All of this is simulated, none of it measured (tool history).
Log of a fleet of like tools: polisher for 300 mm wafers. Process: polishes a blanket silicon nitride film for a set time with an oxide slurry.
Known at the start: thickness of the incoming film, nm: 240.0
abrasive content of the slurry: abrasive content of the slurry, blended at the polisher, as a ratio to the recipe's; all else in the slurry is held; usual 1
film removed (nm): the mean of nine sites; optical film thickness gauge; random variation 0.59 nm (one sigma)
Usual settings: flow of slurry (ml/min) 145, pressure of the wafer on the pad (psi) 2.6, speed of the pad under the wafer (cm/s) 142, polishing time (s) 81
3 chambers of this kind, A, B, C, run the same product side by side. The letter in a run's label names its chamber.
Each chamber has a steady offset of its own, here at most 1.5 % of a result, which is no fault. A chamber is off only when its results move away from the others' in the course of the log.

run,day,flow of slurry (ml/min),pressure of the wafer on the pad (psi),speed of the pad under the wafer (cm/s),abrasive content of the slurry,polishing time (s),film removed (nm)
# day 0.021: chamber C: slurry nozzle cleaned
1C,0.242,145,2.6,142,1,81,53.047
# day 0.321: chamber B: worn pad replaced by a new one
2A,0.429,145,2.6,142,1,81,53.065
3B,0.671,145,2.6,142,1,81,53.101
4B,0.9,145,2.6,142,1,81,53.554
# day 0.917: chamber C: worn pad replaced by a new one
5A,1.096,145,2.6,142,1,81,51.881
6C,1.225,145,2.6,142,1,81,52.932
7B,1.4,145,2.6,142,1,81,52.866
8A,1.675,145,2.6,142,1,81,51.838
# day 1.9: chamber A: worn pad replaced by a new one
9C,1.958,145,2,142,1,81,39.903
10B,2.129,145,2,142,1,81,40.706
# day 2.175: chamber C: head pressure recalibrated
11A,2.308,145,2,142,1,81,41.066
12C,2.567,145,2.6,142,1,81,51.222
13A,2.796,145,2.6,142,1,81,52.221
14C,2.933,145,2.6,142,1,81,51.838
15B,3.125,145,2.6,142,1,81,51.976
16C,3.4,145,2.6,142,1,81,51.369
17B,3.579,145,2.6,142,1,81,54.089
18A,3.717,145,2.6,142,1,81,52.232
19A,4.004,175,2.6,164,1,81,59.767
20B,4.262,175,2.6,164,1,81,61.706
21C,4.517,175,2.6,164,1,81,57.766
22C,4.746,145,2.6,142,1,81,50.036
23A,4.917,145,2.6,142,1,81,51.959
# day 4.938: chamber C: conditioning disc replaced and pad reconditioned
# day 5.104: chamber A: slurry blender recalibrated
24B,5.183,145,2.6,142,1,81,52.238
25B,5.329,145,2.6,142,1,81,53.65
26C,5.471,145,2.6,142,1,81,50.745
# day 5.492: chamber B: worn pad replaced by a new one
27A,5.721,145,2.6,142,1,81,51.185
28B,5.967,145,2.6,142,1,81,53.214
29C,6.129,145,2.6,142,1,81,47.829
30A,6.317,145,2.6,142,1,81,51.048
31C,6.496,145,2.6,142,1,81,49.308

Next, every chamber runs the same settings. What will each give?
32A,6.712,145,3.2,142,1,81,?
32B,6.712,145,3.2,142,1,81,?
32C,6.712,145,3.2,142,1,81,?

run,film removed (nm)
32A,64.642
32B,66.639
32C,58.513
